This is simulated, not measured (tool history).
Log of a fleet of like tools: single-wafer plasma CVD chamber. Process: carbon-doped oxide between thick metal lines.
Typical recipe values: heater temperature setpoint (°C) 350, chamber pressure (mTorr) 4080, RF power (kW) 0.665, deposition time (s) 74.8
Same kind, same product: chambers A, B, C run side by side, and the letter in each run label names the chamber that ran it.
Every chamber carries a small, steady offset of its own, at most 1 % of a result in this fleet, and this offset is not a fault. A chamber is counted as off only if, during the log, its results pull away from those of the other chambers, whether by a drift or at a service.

run	hour	heater temperature setpoint (°C)	chamber pressure (mTorr)	RF power (kW)	deposition time (s)	hours since the last thermocouple change	hours since the last RF generator calibration	hours since the last manometer calibration	read-back reference wafer on the same gauge, thickness_nm	mean film thickness on the monitor wafer (angstrom)
1C	13.6	350	4080	0.665	74.8	358.3	829.2	361.9	445.06	4331.8
2A	19.9	350	4080	0.665	74.8	298.9	842.4	914.5	445.55	4343.3
3B	27.9	350	4080	0.665	74.8	1666.1	897.2	505.2	444.45	4355.9
4B	36.4	350	4080	0.665	74.8	1674.6	905.7	513.7	445.31	4368.5
5A	47.4	350	4080	0.665	74.8	326.4	869.9	942	444.8	4372.7
6C	57.3	350	4080	0.665	74.8	402	872.9	405.6	444.77	4290.2
7A	65.4	350	4080	0.665	74.8	344.4	887.9	960	444.81	4312.2
8B	71.9	350	4080	0.665	74.8	1710.1	941.2	549.2	444.88	4344.1
9C	78.9	350	4080	0.665	74.8	423.6	894.5	427.2	445.18	4326.4
10C	86.1	350	4080	0.665	74.8	430.8	901.7	434.4	445.22	4310.2
11A	98.9	350	4080	0.665	74.8	377.9	921.4	993.5	444.52	4357.8
12B	109.2	350	4080	0.665	74.8	1747.4	978.5	586.5	444.58	4343.7
13C	117.9	350	4080	0.665	74.8	462.6	933.5	466.2	444.79	4317.5
14A	127.6	350	4080	0.605	85.1	406.6	950.1	1022.2	445.16	4664.3
15B	141	350	4080	0.605	85.1	1779.2	1010.3	618.3	444.98	4662.4
16C	149.8	350	4080	0.605	85.1	494.5	965.4	498.1	444.4	4649.9
17A	163.1	350	4080	0.665	74.8	442.1	985.6	1057.7	444.81	4369.3
18B	171.5	350	4080	0.665	74.8	1809.7	1040.8	648.8	444.83	4375.1
19C	177.5	350	4080	0.665	74.8	522.2	993.1	525.8	444.9	4299.1
20B	183.9	350	4080	0.665	74.8	1822.1	1053.2	661.2	445.48	4367.8
21A	191.9	350	4080	0.665	74.8	470.9	1014.4	1086.5	445.33	4395.9
22C	204	362	4080	0.78	74.8	548.7	1019.6	552.3	444.82	4584.5
23A	213.2	362	4080	0.78	74.8	492.2	1035.7	1107.8	444.7	4605.1
24B	226.4	362	4080	0.78	74.8	1864.6	1095.7	703.7	444.89	4641.1
25C	234.9	350	4080	0.665	74.8	579.6	1050.5	583.2	444.6	4316
26B	247.4	350	4080	0.665	74.8	1885.6	1116.7	724.7	445.25	4384.1
27A	259	350	4080	0.665	74.8	538	1081.5	1153.6	444.75	4350.7
28C	271.9	350	3600	0.665	74.8	616.6	1087.5	620.2	445.04	4236.1
29A	280.9	350	3600	0.665	74.8	559.9	1103.4	1175.5	445.11	4300.7
30B	292.2	350	3600	0.665	74.8	1930.4	1161.5	769.5	444.53	4280.3

Does one chamber stand apart from the rest, does the shared gauge drift, or is all well apart from small per-chamber offsets? Give the chamber and the most likely cause, where there is one.

No chamber is off and the gauge is stable; the differences are just each chamber's small, constant offset.
